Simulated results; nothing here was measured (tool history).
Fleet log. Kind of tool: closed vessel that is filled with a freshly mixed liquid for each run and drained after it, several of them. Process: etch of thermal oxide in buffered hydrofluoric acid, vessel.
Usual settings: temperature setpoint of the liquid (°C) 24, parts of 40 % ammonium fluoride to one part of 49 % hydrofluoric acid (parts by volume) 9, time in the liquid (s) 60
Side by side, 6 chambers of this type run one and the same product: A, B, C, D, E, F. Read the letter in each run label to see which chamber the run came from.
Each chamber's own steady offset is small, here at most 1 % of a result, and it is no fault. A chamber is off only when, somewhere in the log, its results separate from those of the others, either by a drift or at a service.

| run | day | temperature setpoint of the liquid (°C) | parts of 40 % ammonium fluoride to one part of 49 % hydrofluoric acid (parts by volume) | time in the liquid (s) | hours since the thermometer was replaced | hours since the hydrofluoric acid flow meter was replaced | read-back film thickness of the thermal oxide reference wafer, read on the same gauge (nm) | thickness taken off the thermal oxide on a monitor wafer (Å) |
|---|---|---|---|---|---|---|---|---|
| 1F | 0.379 | 24 | 9 | 60 | 109.4 | 522.2 | 149.98 | 752.48 |
|  | 0.779 | chamber A: thermometer replaced |
| 2E | 1.008 | 24 | 9 | 60 | 456.4 | 1320.8 | 149.97 | 758.79 |
| 3C | 1.492 | 24 | 9 | 60 | 1976.4 | 223.3 | 149.99 | 755.37 |
| 4B | 2.062 | 24 | 9 | 60 | 662.7 | 275.4 | 150 | 753.28 |
| 5A | 2.475 | 24 | 9 | 60 | 40.8 | 2226.8 | 149.97 | 753.48 |
| 6D | 3.021 | 24 | 9 | 60 | 441.1 | 231.9 | 149.96 | 768.57 |
| 7E | 3.383 | 24 | 9 | 60 | 513.4 | 1377.8 | 149.99 | 765.92 |
| 8A | 3.692 | 24 | 9 | 60 | 70 | 2256 | 150.01 | 758.36 |
| 9D | 4.217 | 24 | 9 | 60 | 469.8 | 260.6 | 150.01 | 767.62 |
| 10B | 4.554 | 24 | 9 | 60 | 722.5 | 335.2 | 149.99 | 763.96 |
| 11F | 4.838 | 24 | 9 | 60 | 216.4 | 629.2 | 149.99 | 743.15 |
| 12C | 5.117 | 24 | 9 | 60 | 2063.4 | 310.3 | 150.02 | 761.75 |
| 13B | 5.729 | 24 | 9 | 60 | 750.7 | 363.4 | 150.01 | 755.65 |
| 14E | 6.15 | 24 | 9 | 60 | 579.8 | 1444.2 | 149.98 | 770.81 |
| 15A | 6.617 | 24 | 9 | 60 | 140.2 | 2326.2 | 150.03 | 760.97 |
| 16C | 7.046 | 24 | 9 | 60 | 2109.7 | 356.6 | 150.01 | 772.6 |
| 17D | 7.667 | 24 | 9 | 60 | 552.6 | 343.4 | 150 | 760.41 |
| 18F | 8.138 | 24 | 9 | 60 | 295.6 | 708.4 | 149.98 | 743.11 |
| 19C | 8.529 | 24 | 9 | 60 | 2145.3 | 392.2 | 150.02 | 765.84 |
| 20B | 9.012 | 24 | 9 | 60 | 829.5 | 442.2 | 149.99 | 746.95 |
|  | 9.404 | chamber E: thermometer replaced |
| 21E | 9.45 | 24 | 9 | 60 | 1.2 | 1523.4 | 149.99 | 757.14 |
|  | 9.492 | chamber C: thermometer replaced |
| 22F | 9.925 | 24 | 9 | 60 | 338.5 | 751.3 | 150.01 | 728.31 |
| 23A | 10.4 | 24 | 9 | 60 | 231 | 2417 | 150 | 763.74 |
|  | 10.629 | chamber D: hydrofluoric acid flow meter replaced |
| 24D | 11.05 | 24 | 9 | 60 | 633.8 | 10.1 | 150 | 752.03 |
| 25D | 11.662 | 24 | 9 | 60 | 648.5 | 24.8 | 150.04 | 778.16 |
|  | 12.246 | chamber F: hydrofluoric acid flow meter replaced |
| 26E | 12.275 | 24 | 9 | 60 | 69 | 1591.2 | 150.01 | 764.42 |
| 27A | 12.667 | 24 | 9 | 60 | 285.4 | 2471.4 | 150.01 | 760.82 |
| 28B | 13.138 | 24 | 9 | 60 | 928.5 | 541.2 | 149.94 | 762.64 |
|  | 13.425 | chamber B: thermometer replaced |
| 29F | 13.454 | 24 | 9 | 60 | 423.2 | 29 | 149.99 | 704.32 |
| 30C | 13.892 | 24 | 9 | 45 | 105.6 | 520.9 | 150.02 | 574.97 |
| 31E | 14.475 | 24 | 9 | 45 | 121.8 | 1644 | 150.04 | 577.04 |
| 32D | 14.817 | 24 | 9 | 45 | 724.2 | 100.5 | 149.97 | 579.03 |
| 33A | 15.312 | 24 | 9 | 45 | 348.9 | 2534.9 | 149.93 | 568.38 |
| 34C | 15.85 | 24 | 9 | 45 | 152.6 | 567.9 | 150.01 | 570.42 |
| 35B | 16.421 | 24 | 9 | 45 | 71.9 | 620 | 149.97 | 567.66 |
| 36F | 16.842 | 24 | 9 | 60 | 504.5 | 110.3 | 149.96 | 678.7 |
| 37D | 17.458 | 24 | 9 | 60 | 787.6 | 163.9 | 150.01 | 762.78 |

Read the log: is a single chamber off, either drifting away or since a service, is the gauge that measures every chamber drifting, or is nothing wrong beyond small per-chamber offsets? Name any odd chamber and what most likely caused it.

Chamber F drifts away from the others.
Likeliest cause: liquid colder than its thermometer reads (K) = 1.74.

Here are 4 candidates for chamber F's next run, each the usual settings with a change, their results left as question marks. Which one brings its results back in line with what the others give on the usual settings?
In line means no further than this from the other chambers' mean on the usual settings: thickness taken off the thermal oxide on a monitor wafer (Å) 20
| 38F-1 | 17.921 | 24.5 | 9 | 65 |  |  |  | ? |
| 38F-2 | 17.921 | 24 | 9 | 75 |  |  |  | ? |
| 38F-3 | 17.921 | 23.5 | 9 | 55 |  |  |  | ? |
| 38F-4 | 17.921 | 20 | 9 | 60 |  |  |  | ? |

On the usual settings, the other chambers give on average: thickness taken off the thermal oxide on a monitor wafer (Å) 762.33
| run | thickness taken off the thermal oxide on a monitor wafer (Å) |
|---|---|
| 38F-1 | 764.75 |
| 38F-2 | 858.45 |
| 38F-3 | 612.73 |
| 38F-4 | 550.47 |
38F-1 is the one that brings the chamber's results back in line with the other chambers.
